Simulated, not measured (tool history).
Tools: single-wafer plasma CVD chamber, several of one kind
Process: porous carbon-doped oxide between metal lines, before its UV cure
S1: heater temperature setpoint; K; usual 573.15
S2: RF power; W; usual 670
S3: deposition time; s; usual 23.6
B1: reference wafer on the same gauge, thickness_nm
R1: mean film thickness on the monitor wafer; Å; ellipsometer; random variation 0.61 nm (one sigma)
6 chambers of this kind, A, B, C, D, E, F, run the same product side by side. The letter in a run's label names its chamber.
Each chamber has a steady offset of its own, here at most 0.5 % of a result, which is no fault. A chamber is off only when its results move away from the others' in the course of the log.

run	day	S1	S2	S3	B1	R1
1C	0.367	573.15	670	23.6	135.98	1561.3
2D	0.558	573.15	670	23.6	136.06	1552.3
3F	0.758	573.15	670	23.6	135.93	1558.5
4E	1.038	573.15	670	23.6	136.04	1565.4
5B	1.233	573.15	670	23.6	136.03	1553.8
6A	1.446	573.15	670	23.6	135.97	1547.8
7A	1.717	573.15	670	23.6	135.96	1573.9
8D	2.138	573.15	670	23.6	136.06	1554.6
9E	2.558	573.15	670	23.6	135.79	1575.1
10C	2.871	573.15	670	23.6	135.97	1549.6
11F	3.083	573.15	670	25.5	135.99	1672.3
12B	3.433	573.15	670	25.5	136.07	1686.5
13F	3.754	573.15	670	25.5	135.97	1678.7
14D	3.950	573.15	670	25.5	136.10	1677.3
15A	4.346	573.15	670	25.5	136.07	1671.6
16C	4.612	573.15	670	25.5	136.03	1676.2
17E	4.912	573.15	670	23.6	135.95	1569.7
18B	5.129	573.15	670	23.6	136.00	1564.3
19D	5.358	573.15	670	23.6	136.00	1548.6
20F	5.704	573.15	670	23.6	136.09	1552.7
21E	5.942	573.15	670	23.6	135.95	1571.9
# day 5.958: chamber D: thermocouple changed; heater temperature recalibrated
22A	6.325	573.15	670	23.6	136.00	1539.9
23B	6.692	573.15	670	23.6	135.94	1561.5
24C	7.079	573.15	670	23.6	135.93	1562.9
25E	7.462	573.15	670	23.6	135.95	1568.2
26A	7.654	573.15	670	23.6	136.01	1524.5
27D	8.054	573.15	565	23.6	135.97	1379.5
28F	8.462	573.15	565	23.6	136.03	1398.6
29B	8.883	573.15	565	23.6	136.07	1407.0
30C	9.300	573.15	565	23.6	135.90	1390.4
31A	9.600	573.15	565	23.6	136.16	1339.3
# day 9.833: chamber D: RF generator calibrated
32F	9.842	573.15	565	23.6	135.92	1394.3
33B	10.129	573.15	670	23.6	135.83	1573.3
34C	10.333	573.15	670	23.6	136.11	1564.5
35D	10.546	573.15	670	23.6	136.13	1563.4
36E	10.725	566.15	670	26.6	135.99	1828.0
37C	10.996	566.15	670	26.6	135.94	1823.9

Next, every chamber runs the same settings. What will each give?
38A	11.296	573.15	750	23.6		?
38B	11.296	573.15	750	23.6		?
38C	11.296	573.15	750	23.6		?
38D	11.296	573.15	750	23.6		?
38E	11.296	573.15	750	23.6		?
38F	11.296	573.15	750	23.6		?

run	R1
38A	1608.3
38B	1671.4
38C	1686.1
38D	1678.4
38E	1679.5
38F	1665.4

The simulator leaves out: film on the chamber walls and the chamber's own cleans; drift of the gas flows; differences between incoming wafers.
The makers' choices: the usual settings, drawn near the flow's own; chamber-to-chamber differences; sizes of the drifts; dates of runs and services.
